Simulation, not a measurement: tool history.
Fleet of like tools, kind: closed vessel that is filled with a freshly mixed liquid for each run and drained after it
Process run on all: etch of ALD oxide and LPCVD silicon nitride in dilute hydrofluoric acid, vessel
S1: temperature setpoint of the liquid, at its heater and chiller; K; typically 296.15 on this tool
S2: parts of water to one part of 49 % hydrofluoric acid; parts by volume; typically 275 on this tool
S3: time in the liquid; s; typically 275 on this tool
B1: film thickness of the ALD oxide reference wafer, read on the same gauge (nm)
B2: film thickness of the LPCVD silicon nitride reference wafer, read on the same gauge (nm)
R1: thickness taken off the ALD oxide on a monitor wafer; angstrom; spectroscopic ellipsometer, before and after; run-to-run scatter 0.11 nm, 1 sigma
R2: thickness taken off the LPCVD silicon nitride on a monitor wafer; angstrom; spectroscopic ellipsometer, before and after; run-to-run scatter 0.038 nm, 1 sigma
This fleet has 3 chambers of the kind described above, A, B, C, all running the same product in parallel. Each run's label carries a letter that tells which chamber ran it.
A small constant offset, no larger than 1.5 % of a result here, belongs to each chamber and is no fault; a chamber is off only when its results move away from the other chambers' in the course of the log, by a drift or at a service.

run   hour      S1   S2   S3      B1      B2       R1      R2
 1C    8.3  296.15  275  275  60.025  109.98  151.890  4.0884
 2A   14.7  296.15  275  275  59.995  110.00  150.240  4.3712
 3B   18.9  296.15  275  275  59.986  110.00  151.950  4.8392
 4C   25.3  296.15  275  275  59.965  110.01  152.150  4.4525
 5B   30.1  299.65  275  275  60.019  110.00  173.630  4.9260
 6A   33.8  299.65  275  275  60.021  109.99  171.600  6.2672
 7C   40.0  299.65  275  275  59.966  110.00  170.110  6.2645
 8A   48.3  296.15  275  275  60.044  110.01  152.460  4.0848
 9B   55.6  296.15  275  155  59.976  110.00   85.902  2.6720
10B   61.4  296.15  275  155  60.002  110.02   85.628  2.6710
11C   68.8  296.15  275  155  59.997  110.01   86.173  2.6766
12A   75.0  296.15  275  275  59.965  109.99  151.510  4.5470
13C   82.9  296.15  275  275  59.997  109.99  154.060  4.1879
14A   91.3  299.65  275  345  59.969  109.99  210.660  7.4763
15B   98.4  299.65  275  345  59.993  110.00  216.620  7.3973
16C  102.9  299.65  275  345  60.041  110.01  214.220  7.6681
17B  111.5  296.15  275  275  59.968  109.99  157.880  4.2552
18A  115.6  296.15  275  275  59.978  110.00  151.330  4.5173
19A  122.6  296.15  275  275  60.050  110.01  151.890  4.5046
20B  129.6  296.15  275  275  59.964  109.98  156.860  4.3580
21C  134.2  296.15  275  275  60.020  109.99  153.800  4.4993
22A  141.0  296.15  275  275  59.983  110.00  149.480  4.7497
23C  145.1  296.15  275  275  59.977  109.99  152.210  4.3543
24B  150.4  298.15  275  160  60.020  110.00   98.077  3.0788
25B  158.7  298.15  275  160  59.994  110.01   99.062  3.4465
26A  164.8  298.15  275  160  60.027  110.00   94.796  3.0636
27C  171.5  301.15  275  355  59.989  110.00  234.870  8.1191
28C  177.3  301.15  275  355  60.009  110.01  234.810  9.2923
29A  181.4  301.15  275  355  60.013  109.99  233.600  7.5893
30B  185.6  296.15  355  275  60.026  109.96  114.920  4.0394
31B  193.2  296.15  355  275  60.066  110.01  115.830  3.2911
32A  201.7  296.15  355  275  59.957  109.99  107.850  3.2053

Is one chamber out of step, is the gauge drifting, or do the chambers differ by no more than their own small offsets? For an off chamber, give its letter and the likeliest cause.

Little by little, chamber B moves away from the other chambers.
Most likely cause: hydrofluoric acid flow above the setpoint (%) = 4.54.

Below are 4 candidate recipes for chamber B's next run, each the usual settings with a change, their results shown as question marks. Which of them brings B's results back in line with what the other chambers give on the usual settings?
Counts as in line when no further than this from what the other chambers average on the usual settings: R1 3.900 angstrom; R2 1.3000 angstrom
33B-1  207.9  296.15  290  260           ?   ?
33B-2  207.9  296.15  280  265           ?   ?
33B-3  207.9  296.15  270  285           ?   ?
33B-4  207.9  296.15  260  290           ?   ?

The other chambers' mean on the usual settings: R1 151.450 angstrom; R2 4.4651 angstrom
  run       R1      R2
33B-1  143.470  4.4229
33B-2  152.890  4.6670
33B-3  172.170  5.2029
33B-4  183.710  5.4957
33B-2 puts the chamber back in line with the other chambers.

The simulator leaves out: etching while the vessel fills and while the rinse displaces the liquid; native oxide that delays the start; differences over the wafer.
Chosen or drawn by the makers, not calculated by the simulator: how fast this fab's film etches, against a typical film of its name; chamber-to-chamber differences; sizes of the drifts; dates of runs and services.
